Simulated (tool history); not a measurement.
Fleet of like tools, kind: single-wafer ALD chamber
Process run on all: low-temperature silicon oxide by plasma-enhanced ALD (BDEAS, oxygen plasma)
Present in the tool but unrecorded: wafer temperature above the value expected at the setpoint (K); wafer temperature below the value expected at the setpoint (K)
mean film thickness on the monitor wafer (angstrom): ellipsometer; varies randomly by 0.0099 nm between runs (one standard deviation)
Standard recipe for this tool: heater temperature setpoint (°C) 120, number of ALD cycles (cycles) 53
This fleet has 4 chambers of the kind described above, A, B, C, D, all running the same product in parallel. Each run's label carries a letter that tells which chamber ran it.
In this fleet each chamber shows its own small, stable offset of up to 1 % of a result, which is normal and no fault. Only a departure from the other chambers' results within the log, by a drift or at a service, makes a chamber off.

| run | day | heater temperature setpoint (°C) | number of ALD cycles (cycles) | hours since the last thermocouple change | read-back reference wafer on the same gauge, thickness_nm | mean film thickness on the monitor wafer (angstrom) |
|---|---|---|---|---|---|---|
| 1C | 0.242 | 120 | 53 | 921.9 | 6.8197 | 72.575 |
| 2D | 0.512 | 120 | 53 | 436.9 | 6.8214 | 72.625 |
| 3B | 0.929 | 120 | 53 | 554.5 | 6.8222 | 73.309 |
| 4A | 1.167 | 120 | 53 | 775.3 | 6.8243 | 72.190 |
| 5D | 1.596 | 120 | 53 | 462.9 | 6.8272 | 72.717 |
| 6B | 1.842 | 120 | 53 | 576.4 | 6.8287 | 73.315 |
| 7A | 2.100 | 120 | 59 | 797.7 | 6.8284 | 80.398 |
| 8C | 2.588 | 120 | 59 | 978.2 | 6.8287 | 80.638 |
| 9B | 2.946 | 120 | 59 | 602.9 | 6.8307 | 81.552 |
| 10C | 3.317 | 120 | 59 | 995.7 | 6.8356 | 80.977 |
| 11A | 3.579 | 120 | 53 | 833.2 | 6.8348 | 72.447 |
| 12D | 3.867 | 120 | 53 | 517.4 | 6.8358 | 72.909 |
| 13A | 4.338 | 120 | 53 | 851.4 | 6.8407 | 72.621 |
| 14B | 4.642 | 120 | 53 | 643.6 | 6.8399 | 73.421 |
| 15C | 5.138 | 120 | 53 | 1039.4 | 6.8423 | 72.700 |
| 16D | 5.642 | 120 | 53 | 560.0 | 6.8442 | 72.965 |
| 17C | 6.008 | 120 | 53 | 1060.3 | 6.8450 | 72.714 |
| 18A | 6.375 | 120 | 53 | 900.3 | 6.8472 | 72.511 |
| 19B | 6.708 | 120 | 53 | 693.2 | 6.8471 | 73.647 |
| 20D | 7.129 | 120 | 53 | 595.7 | 6.8531 | 73.185 |
| 21C | 7.504 | 120 | 53 | 1096.2 | 6.8551 | 72.941 |
| 22D | 7.804 | 134 | 53 | 611.9 | 6.8527 | 71.118 |
| 23A | 8.196 | 134 | 53 | 944.0 | 6.8547 | 70.604 |
| 24B | 8.458 | 134 | 53 | 735.2 | 6.8572 | 71.719 |

For the next run the whole fleet of 4 chambers uses the same settings. Give each chamber's results:
| 25A | 8.821 | 133 | 53 |  |  | ? |
| 25B | 8.821 | 133 | 53 |  |  | ? |
| 25C | 8.821 | 133 | 53 |  |  | ? |
| 25D | 8.821 | 133 | 53 |  |  | ? |

| run | mean film thickness on the monitor wafer (angstrom) |
|---|---|
| 25A | 70.780 |
| 25B | 72.029 |
| 25C | 71.165 |
| 25D | 71.331 |
